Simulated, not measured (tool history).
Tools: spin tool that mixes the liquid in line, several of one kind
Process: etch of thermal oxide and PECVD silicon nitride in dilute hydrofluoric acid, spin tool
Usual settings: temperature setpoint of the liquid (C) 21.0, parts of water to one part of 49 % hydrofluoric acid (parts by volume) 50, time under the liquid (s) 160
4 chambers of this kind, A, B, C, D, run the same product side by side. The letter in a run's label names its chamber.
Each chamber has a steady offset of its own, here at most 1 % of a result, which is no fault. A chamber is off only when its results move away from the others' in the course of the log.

run   hour  temperature setpoint of the liquid (C)  parts of water to one part of 49 % hydrofluoric acid (parts by volume)  time under the liquid (s)  hours since the thermometer was replaced  hours since the hydrofluoric acid flow meter was replaced  read-back film thickness of the thermal oxide reference wafer, read on the same gauge (nm)  read-back film thickness of the PECVD silicon nitride reference wafer, read on the same gauge (nm)  thickness taken off the thermal oxide on a monitor wafer (nm)  thickness taken off the PECVD silicon nitride on a monitor wafer (nm)
 1D   12.3                                    21.0                                                                      50                        160                                     999.7                                                     1202.3                                                                                      60.017                                                                                              129.97                                                        14.3190                                                                 7.8865
 2B   20.6                                    21.0                                                                      50                        160                                     690.3                                                      885.0                                                                                      59.991                                                                                              129.98                                                        14.6400                                                                 8.0421
 3C   31.6                                    21.0                                                                      50                        160                                     149.4                                                     2440.8                                                                                      60.064                                                                                              129.98                                                        14.5710                                                                 8.0254
 4A   41.4                                    21.0                                                                      50                        160                                     206.2                                                      503.7                                                                                      59.984                                                                                              129.99                                                        14.5090                                                                 8.0166
 5C   53.9                                    21.0                                                                      50                        160                                     171.7                                                     2463.1                                                                                      60.010                                                                                              130.03                                                        14.5100                                                                 7.9983
 6A   62.7                                    23.5                                                                      50                        160                                     227.5                                                      525.0                                                                                      59.955                                                                                              130.00                                                        16.0200                                                                 9.7384
 7B   71.3                                    23.5                                                                      50                        160                                     741.0                                                      935.7                                                                                      60.032                                                                                              130.05                                                        16.1980                                                                 9.4955
 8D   85.3                                    23.5                                                                      50                        160                                    1072.7                                                     1275.3                                                                                      60.045                                                                                              130.02                                                        16.0540                                                                 9.5780
 9D   98.8                                    23.5                                                                      50                        160                                    1086.2                                                     1288.8                                                                                      59.969                                                                                              130.03                                                        16.0070                                                                 9.6150
     102.0  -- chamber D: thermometer replaced
10C  109.7                                    21.0                                                                      50                        160                                     227.5                                                     2518.9                                                                                      59.993                                                                                              129.98                                                        14.6220                                                                 7.9951
11A  118.7                                    21.0                                                                      50                        160                                     283.5                                                      581.0                                                                                      59.990                                                                                              129.99                                                        14.4530                                                                 8.0263
12B  133.0                                    21.0                                                                      50                        160                                     802.7                                                      997.4                                                                                      59.992                                                                                              129.97                                                        14.5970                                                                 8.0486
13B  143.5                                    23.5                                                                      70                        160                                     813.2                                                     1007.9                                                                                      60.019                                                                                              130.00                                                        11.2600                                                                 6.7248
14D  156.7                                    23.5                                                                      70                        160                                      54.7                                                     1346.7                                                                                      60.002                                                                                              129.98                                                        11.2860                                                                 6.8475
15A  170.5                                    23.5                                                                      70                        160                                     335.3                                                      632.8                                                                                      59.990                                                                                              130.00                                                        11.2860                                                                 6.9237
16C  180.9                                    23.5                                                                      70                        160                                     298.7                                                     2590.1                                                                                      60.036                                                                                              130.03                                                        11.1810                                                                 6.7222
17B  187.5                                    21.0                                                                      30                        110                                     857.2                                                     1051.9                                                                                      59.990                                                                                              130.04                                                        17.2460                                                                 9.1096
     192.0  -- chamber C: hydrofluoric acid flow meter replaced
18C  197.2                                    21.0                                                                      30                        110                                     315.0                                                        5.2                                                                                      59.977                                                                                              130.00                                                        17.0550                                                                 9.1044
19D  206.0                                    21.0                                                                      30                        110                                     104.0                                                     1396.0                                                                                      59.976                                                                                              130.01                                                        16.9750                                                                 8.9852
20A  216.9                                    21.0                                                                      30                        110                                     381.7                                                      679.2                                                                                      60.022                                                                                              129.99                                                        16.7990                                                                 9.0315
21A  225.8                                    21.0                                                                      50                        160                                     390.6                                                      688.1                                                                                      59.983                                                                                              129.99                                                        14.4630                                                                 8.0239
22D  238.8                                    21.0                                                                      50                        160                                     136.8                                                     1428.8                                                                                      59.975                                                                                              129.99                                                        14.7730                                                                 8.1679
23C  252.0                                    21.0                                                                      50                        160                                     369.8                                                       60.0                                                                                      60.000                                                                                              129.97                                                        14.4370                                                                 7.9563
24B  260.8                                    21.0                                                                      50                        160                                     930.5                                                     1125.2                                                                                      59.981                                                                                              129.99                                                        14.5360                                                                 7.9505
25C  269.5                                    21.0                                                                      50                        160                                     387.3                                                       77.5                                                                                      59.971                                                                                              130.01                                                        14.5510                                                                 8.1166
26A  280.7                                    21.0                                                                      50                        160                                     445.5                                                      743.0                                                                                      60.010                                                                                              130.00                                                        14.3450                                                                 8.0966
27B  294.7                                    21.0                                                                      40                         85                                     964.4                                                     1159.1                                                                                      59.989                                                                                              130.00                                                         9.8552                                                                 5.3029
28D  305.3                                    21.0                                                                      40                         85                                     203.3                                                     1495.3                                                                                      59.960                                                                                              130.00                                                         9.9087                                                                 5.3396
     312.6  -- chamber B: hydrofluoric acid flow meter replaced
29A  313.7                                    21.0                                                                      40                         85                                     478.5                                                      776.0                                                                                      59.999                                                                                              130.01                                                         9.6738                                                                 5.2853
30D  321.9                                    21.0                                                                      40                         85                                     219.9                                                     1511.9                                                                                      60.013                                                                                              129.97                                                         9.9663                                                                 5.3872
31C  336.1                                    18.5                                                                      50                        160                                     453.9                                                      144.1                                                                                      60.008                                                                                              130.02                                                        13.0670                                                                 6.8415
32B  349.0                                    18.5                                                                      50                        160                                    1018.7                                                       36.4                                                                                      59.999                                                                                              130.00                                                        13.0660                                                                 6.7111
33A  362.0                                    18.5                                                                      50                        160                                     526.8                                                      824.3                                                                                      60.023                                                                                              130.01                                                        13.0690                                                                 6.6984
34D  376.5                                    18.5                                                                      50                        160                                     274.5                                                     1566.5                                                                                      59.992                                                                                              130.03                                                        13.3390                                                                 6.9505
35B  387.5                                    21.0                                                                      65                        160                                    1057.2                                                       74.9                                                                                      59.993                                                                                              129.99                                                        10.9030                                                                 6.2150
36C  400.6                                    21.0                                                                      65                        160                                     518.4                                                      208.6                                                                                      59.985                                                                                              130.00                                                        10.8570                                                                 6.2418
37C  409.8                                    21.0                                                                      65                        160                                     527.6                                                      217.8                                                                                      59.974                                                                                              130.01                                                        10.9870                                                                 6.2770
38D  416.6                                    21.0                                                                      65                        160                                     314.6                                                     1606.6                                                                                      60.052                                                                                              129.98                                                        11.3550                                                                 6.4418
39A  427.9                                    21.0                                                                      50                        160                                     592.7                                                      890.2                                                                                      60.004                                                                                              129.97                                                        14.4240                                                                 8.1723
40B  437.9                                    24.5                                                                      50                        160                                    1107.6                                                      125.3                                                                                      59.969                                                                                              129.99                                                        16.7190                                                                10.1660

Next, every chamber runs the same settings. What will each give?
41A  448.3                                    21.0                                                                      70                        160                                                                                                                                                                                                                                                                                                                                                                   ?                                                                      ?
41B  448.3                                    21.0                                                                      70                        160                                                                                                                                                                                                                                                                                                                                                                   ?                                                                      ?
41C  448.3                                    21.0                                                                      70                        160                                                                                                                                                                                                                                                                                                                                                                   ?                                                                      ?
41D  448.3                                    21.0                                                                      70                        160                                                                                                                                                                                                                                                                                                                                                                   ?                                                                      ?

run  thickness taken off the thermal oxide on a monitor wafer (nm)  thickness taken off the PECVD silicon nitride on a monitor wafer (nm)
41A                                                        10.2400                                                                 5.7684
41B                                                        10.0540                                                                 5.6682
41C                                                        10.1560                                                                 5.7492
41D                                                        10.4280                                                                 6.0773

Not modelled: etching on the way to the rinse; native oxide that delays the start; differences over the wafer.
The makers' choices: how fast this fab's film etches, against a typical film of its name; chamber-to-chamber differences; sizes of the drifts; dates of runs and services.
